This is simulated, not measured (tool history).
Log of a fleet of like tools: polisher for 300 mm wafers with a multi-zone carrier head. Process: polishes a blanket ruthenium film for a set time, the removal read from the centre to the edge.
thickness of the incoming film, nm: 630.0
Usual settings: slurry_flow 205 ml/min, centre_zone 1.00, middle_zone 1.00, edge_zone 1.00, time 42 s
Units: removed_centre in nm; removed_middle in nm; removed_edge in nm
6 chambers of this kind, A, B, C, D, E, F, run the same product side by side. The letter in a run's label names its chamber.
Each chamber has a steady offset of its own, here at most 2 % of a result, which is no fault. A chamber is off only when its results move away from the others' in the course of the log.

run	day	slurry_flow	centre_zone	middle_zone	edge_zone	time	wafers polished on this pad	hours since the slurry nozzle was cleaned	hours since the centre zone pressure was calibrated	hours since the edge zone pressure was calibrated	removed_centre	removed_middle	removed_edge
1C	0.417	205	1.00	1.00	1.00	42	493	521.3	790.0	87.5	27.370	28.103	27.444
# day 0.600: chamber C: centre zone pressure recalibrated
2B	0.904	205	1.00	1.00	1.00	42	799	199.3	463.2	318.7	26.891	27.535	27.362
3D	1.375	205	1.00	1.00	1.00	42	642	48.5	564.7	163.7	27.124	27.141	27.566
4F	1.758	205	1.00	1.00	1.00	42	577	232.9	226.2	610.8	27.595	27.501	26.711
5A	2.179	205	1.00	1.00	1.00	42	624	152.9	491.5	382.4	27.500	26.469	27.628
6E	2.525	205	1.00	1.00	1.11	42	757	204.7	1074.2	671.5	27.540	27.234	28.638
7B	2.825	205	1.00	1.00	1.11	42	1211	245.4	509.3	364.8	27.010	27.113	28.865
# day 3.121: chamber D: worn pad replaced by a new one
# day 3.262: chamber E: worn pad replaced by a new one
8D	3.292	205	1.00	1.00	1.11	42	37	94.5	610.7	209.7	26.416	27.540	28.895
# day 3.404: chamber B: worn pad replaced by a new one
# day 3.450: chamber F: slurry nozzle cleaned
9C	3.596	205	1.00	1.00	1.11	42	1175	597.6	72.0	163.8	26.501	27.217	28.887
10E	4.108	205	1.00	1.00	1.11	42	181	242.7	1112.2	709.5	27.886	27.990	28.634
# day 4.346: chamber C: worn pad replaced by a new one
# day 4.371: chamber A: worn pad replaced by a new one
# day 4.433: chamber F: worn pad replaced by a new one
11A	4.667	205	1.00	1.00	1.11	42	63	212.6	551.2	442.1	26.979	27.509	29.390
12F	5.075	205	1.00	1.00	1.00	42	138	39.1	305.8	690.4	28.139	27.704	26.987
13C	5.383	205	1.00	1.00	1.00	42	222	640.5	114.9	206.7	27.235	27.024	27.435
14A	5.675	205	1.00	1.00	1.00	42	279	236.8	575.4	466.3	27.447	27.454	27.848
15F	6.004	205	1.00	1.00	1.00	42	337	61.4	328.1	712.7	27.607	27.437	27.093
16B	6.358	205	1.00	1.00	1.00	42	634	330.2	594.1	449.6	27.597	27.618	27.191
17E	6.696	205	1.00	1.00	1.00	42	736	304.8	1174.3	771.6	27.843	28.121	27.472
# day 6.712: chamber E: worn pad replaced by a new one
18D	7.100	205	1.00	1.00	1.00	42	854	185.9	702.1	301.1	26.968	27.704	27.292
19C	7.362	205	1.00	1.00	1.00	42	647	688.0	162.4	254.2	27.131	27.764	27.613
20D	7.788	205	1.00	1.00	1.00	42	1001	202.4	718.6	317.6	27.786	27.151	26.784
# day 7.888: chamber C: slurry nozzle cleaned
# day 7.896: chamber D: worn pad replaced by a new one
21B	8.292	205	1.00	1.00	1.00	42	1049	376.6	640.5	496.0	27.051	27.345	26.941
22F	8.700	205	1.00	1.00	1.00	42	915	126.1	392.8	777.4	27.134	26.940	27.244
# day 8.725: chamber E: slurry nozzle cleaned
# day 8.988: chamber F: edge zone pressure recalibrated
23E	9.012	205	1.00	1.00	1.00	42	493	6.9	1229.9	827.2	27.361	27.245	27.265
# day 9.033: chamber F: worn pad replaced by a new one
24A	9.429	205	1.00	1.00	1.00	42	1085	326.9	665.5	556.4	27.893	26.994	27.418
25D	9.892	205	1.00	1.00	1.00	42	428	252.9	769.1	368.1	27.428	26.808	27.193
# day 10.029: chamber B: worn pad replaced by a new one
# day 10.108: chamber C: worn pad replaced by a new one
# day 10.112: chamber A: worn pad replaced by a new one
26A	10.346	205	1.06	1.00	1.00	31	50	348.9	687.5	578.4	21.679	20.006	20.787
27C	10.879	205	1.06	1.00	1.00	31	166	71.9	246.8	338.6	21.468	20.107	20.144
# day 10.908: chamber E: worn pad replaced by a new one
28B	11.462	205	1.06	1.00	1.00	31	307	452.7	716.6	572.1	21.269	20.342	20.384
29F	11.742	205	1.06	1.00	1.00	31	581	199.1	465.8	66.2	21.878	20.586	20.325
# day 12.029: chamber D: centre zone pressure recalibrated
30E	12.308	205	1.06	1.00	1.00	31	300	86.0	1309.0	906.3	21.423	20.485	20.294
31A	12.696	205	1.06	1.00	1.00	31	554	405.3	743.9	634.8	21.374	19.595	20.316
# day 13.092: chamber E: centre zone pressure recalibrated
32C	13.167	205	1.00	1.00	1.00	42	656	126.8	301.7	393.5	27.957	27.828	27.170
33E	13.621	205	1.00	1.00	1.00	42	582	117.5	12.7	937.8	27.664	27.786	27.123
# day 13.771: chamber D: worn pad replaced by a new one
# day 14.125: chamber F: worn pad replaced by a new one
34D	14.129	205	1.00	1.00	1.00	42	77	354.6	50.5	469.8	27.270	26.899	27.259
35F	14.475	205	1.00	1.00	1.00	42	75	264.7	531.4	131.8	27.569	27.767	26.830
# day 14.700: chamber B: centre zone pressure recalibrated
36B	14.992	205	1.00	1.00	1.00	42	1064	537.4	7.1	656.8	27.340	27.163	27.192
# day 14.996: chamber F: slurry nozzle cleaned
37F	15.250	205	1.00	1.00	1.00	42	241	6.2	550.0	150.4	26.990	27.139	27.400
# day 15.388: chamber E: worn pad replaced by a new one
38E	15.508	205	1.00	1.00	1.00	33	26	162.8	58.0	983.1	21.643	21.032	21.304

All 6 chambers run these settings next. Forecast each chamber's results:
39A	15.929	205	1.00	0.92	1.00	42					?	?	?
39B	15.929	205	1.00	0.92	1.00	42					?	?	?
39C	15.929	205	1.00	0.92	1.00	42					?	?	?
39D	15.929	205	1.00	0.92	1.00	42					?	?	?
39E	15.929	205	1.00	0.92	1.00	42					?	?	?
39F	15.929	205	1.00	0.92	1.00	42					?	?	?

run	removed_centre	removed_middle	removed_edge
39A	27.104	25.044	28.153
39B	27.955	25.232	27.280
39C	26.766	25.180	27.563
39D	26.817	25.451	27.406
39E	27.847	25.419	27.606
39F	27.813	25.468	26.798
